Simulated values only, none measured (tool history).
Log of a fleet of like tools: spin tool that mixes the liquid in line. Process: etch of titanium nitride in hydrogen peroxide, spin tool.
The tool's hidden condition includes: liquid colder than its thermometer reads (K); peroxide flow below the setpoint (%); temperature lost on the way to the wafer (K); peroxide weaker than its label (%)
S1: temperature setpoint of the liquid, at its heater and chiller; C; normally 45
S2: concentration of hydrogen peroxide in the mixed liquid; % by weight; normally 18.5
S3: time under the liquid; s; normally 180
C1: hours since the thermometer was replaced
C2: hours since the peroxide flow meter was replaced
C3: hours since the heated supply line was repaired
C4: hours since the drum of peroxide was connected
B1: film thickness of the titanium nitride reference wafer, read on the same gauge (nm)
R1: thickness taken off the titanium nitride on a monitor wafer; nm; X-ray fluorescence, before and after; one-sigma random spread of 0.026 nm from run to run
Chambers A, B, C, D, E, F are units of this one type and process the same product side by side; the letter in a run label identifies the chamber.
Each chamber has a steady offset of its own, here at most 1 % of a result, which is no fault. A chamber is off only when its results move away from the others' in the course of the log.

run 1A hour=4.7 | S1=45 S2=18.5 S3=180 | C1=40.8 C2=656.1 C3=926.1 C4=416.7 | B1=69.984 | R1=7.2686
run 2F hour=11.7 | S1=45 S2=18.5 S3=180 | C1=12.8 C2=123.2 C3=1113.2 C4=551.5 | B1=69.982 | R1=7.3047
run 3D hour=16 | S1=45 S2=18.5 S3=180 | C1=1011.5 C2=757.6 C3=187.7 C4=149.8 | B1=69.965 | R1=7.26
-- hour=18.3 chamber B: heated supply line repaired
run 4E hour=24.4 | S1=45 S2=18.5 S3=180 | C1=995.4 C2=578.8 C3=2345.2 C4=677.9 | B1=70.032 | R1=7.2514
run 5B hour=28.9 | S1=45 S2=18.5 S3=180 | C1=100.6 C2=406.1 C3=10.6 C4=417.8 | B1=70.038 | R1=7.257
-- hour=32.9 chamber C: new drum of peroxide connected
run 6C hour=34 | S1=45 S2=21 S3=180 | C1=958.7 C2=776.7 C3=1527.7 C4=1.2 | B1=70.002 | R1=7.4498
-- hour=34.1 chamber D: peroxide flow meter replaced
-- hour=37.9 chamber E: new drum of peroxide connected
run 7F hour=41.5 | S1=45 S2=21 S3=180 | C1=42.6 C2=153 C3=1143 C4=581.3 | B1=69.991 | R1=7.522
run 8A hour=50.5 | S1=45 S2=21 S3=180 | C1=86.6 C2=701.9 C3=971.9 C4=462.5 | B1=69.981 | R1=7.4699
run 9D hour=59.2 | S1=45 S2=21 S3=180 | C1=1054.7 C2=25.1 C3=230.9 C4=193 | B1=70.01 | R1=7.4517
run 10B hour=67 | S1=45 S2=21 S3=180 | C1=138.7 C2=444.2 C3=48.7 C4=455.9 | B1=69.976 | R1=7.4541
run 11E hour=75.8 | S1=45 S2=21 S3=180 | C1=1046.8 C2=630.2 C3=2396.6 C4=37.9 | B1=69.959 | R1=7.5179
run 12C hour=83.2 | S1=45 S2=13 S3=90 | C1=1007.9 C2=825.9 C3=1576.9 C4=50.4 | B1=69.999 | R1=3.3488
run 13B hour=89 | S1=45 S2=13 S3=90 | C1=160.7 C2=466.2 C3=70.7 C4=477.9 | B1=69.99 | R1=3.3634
run 14F hour=95.2 | S1=45 S2=13 S3=90 | C1=96.3 C2=206.7 C3=1196.7 C4=635 | B1=70.016 | R1=3.4049
run 15A hour=103.7 | S1=45 S2=13 S3=90 | C1=139.8 C2=755.1 C3=1025.1 C4=515.7 | B1=69.961 | R1=3.3674
run 16C hour=108.1 | S1=45 S2=13 S3=90 | C1=1032.8 C2=850.8 C3=1601.8 C4=75.3 | B1=69.994 | R1=3.3598
run 17E hour=117.4 | S1=45 S2=13 S3=90 | C1=1088.4 C2=671.8 C3=2438.2 C4=79.5 | B1=69.982 | R1=3.3285
-- hour=120.8 chamber F: new drum of peroxide connected
run 18D hour=122.6 | S1=45 S2=18.5 S3=180 | C1=1118.1 C2=88.5 C3=294.3 C4=256.4 | B1=69.999 | R1=7.215
run 19F hour=128.7 | S1=45 S2=18.5 S3=180 | C1=129.8 C2=240.2 C3=1230.2 C4=8 | B1=69.974 | R1=7.3215
run 20A hour=138 | S1=45 S2=18.5 S3=180 | C1=174.1 C2=789.4 C3=1059.4 C4=550 | B1=70.026 | R1=7.2533
run 21D hour=147.3 | S1=45 S2=18.5 S3=180 | C1=1142.8 C2=113.2 C3=319 C4=281.1 | B1=70.027 | R1=7.1851
run 22C hour=151.9 | S1=45 S2=18.5 S3=180 | C1=1076.6 C2=894.6 C3=1645.6 C4=119.1 | B1=70.025 | R1=7.1678
run 23B hour=156.2 | S1=45 S2=18.5 S3=180 | C1=227.9 C2=533.4 C3=137.9 C4=545.1 | B1=69.998 | R1=7.2632
run 24E hour=162.8 | S1=45 S2=18.5 S3=180 | C1=1133.8 C2=717.2 C3=2483.6 C4=124.9 | B1=70.034 | R1=7.2384
run 25C hour=169.9 | S1=45 S2=18.5 S3=180 | C1=1094.6 C2=912.6 C3=1663.6 C4=137.1 | B1=69.995 | R1=7.1422
run 26D hour=176.5 | S1=45 S2=18.5 S3=180 | C1=1172 C2=142.4 C3=348.2 C4=310.3 | B1=70.022 | R1=7.2248
run 27B hour=184.8 | S1=53.5 S2=18.5 S3=180 | C1=256.5 C2=562 C3=166.5 C4=573.7 | B1=69.97 | R1=13.258
run 28E hour=189.9 | S1=53.5 S2=18.5 S3=180 | C1=1160.9 C2=744.3 C3=2510.7 C4=152 | B1=69.998 | R1=13.338
run 29A hour=196.1 | S1=53.5 S2=18.5 S3=180 | C1=232.2 C2=847.5 C3=1117.5 C4=608.1 | B1=69.992 | R1=13.632
run 30F hour=204.3 | S1=53.5 S2=18.5 S3=180 | C1=205.4 C2=315.8 C3=1305.8 C4=83.6 | B1=70.009 | R1=13.604
-- hour=212.5 chamber B: new drum of peroxide connected
run 31E hour=212.6 | S1=53.5 S2=18.5 S3=180 | C1=1183.6 C2=767 C3=2533.4 C4=174.7 | B1=70.008 | R1=13.245
run 32C hour=221.5 | S1=53.5 S2=18.5 S3=180 | C1=1146.2 C2=964.2 C3=1715.2 C4=188.7 | B1=69.967 | R1=13.186
-- hour=223.4 chamber A: new drum of peroxide connected
run 33D hour=228.5 | S1=45 S2=18.5 S3=180 | C1=1224 C2=194.4 C3=400.2 C4=362.3 | B1=69.977 | R1=7.2595
run 34B hour=233.8 | S1=45 S2=18.5 S3=180 | C1=305.5 C2=611 C3=215.5 C4=21.4 | B1=70.027 | R1=7.2479
run 35F hour=239 | S1=45 S2=18.5 S3=180 | C1=240.1 C2=350.5 C3=1340.5 C4=118.3 | B1=69.995 | R1=7.3466
run 36A hour=247.7 | S1=45 S2=18.5 S3=180 | C1=283.8 C2=899.1 C3=1169.1 C4=24.3 | B1=69.995 | R1=7.3118

Does one chamber stand apart from the rest, does the shared gauge drift, or is all well apart from small per-chamber offsets? Give the chamber and the most likely cause, where there is one.

One chamber, C, drifts off from the rest bit by bit.
Most likely cause: peroxide flow below the setpoint (%) = 11.7.
The log may not separate it from: liquid colder than its thermometer reads (K); temperature lost on the way to the wafer (K).

Which of the 4 candidates below, each the usual settings with something changed and its results left as question marks, puts chamber C back in line with what the other chambers give on the usual settings?
Allowed miss from the other chambers' usual-settings mean, per result, to count as in line: R1 0.09 nm
run 37C-1 hour=254.4 | S1=44.5 S2=18.5 S3=180 | R1=?
run 37C-2 hour=254.4 | S1=45 S2=21.5 S3=180 | R1=?
run 37C-3 hour=254.4 | S1=45 S2=17.5 S3=180 | R1=?
run 37C-4 hour=254.4 | S1=45 S2=19.5 S3=180 | R1=?

Average result of the remaining chambers running the usual settings: R1 7.2719 nm
run=37C-1 R1=6.7784
run=37C-2 R1=7.2678
run=37C-3 R1=6.9529
run=37C-4 R1=7.1163
Change 37C-2 lands the chamber within the allowed miss of the other chambers.
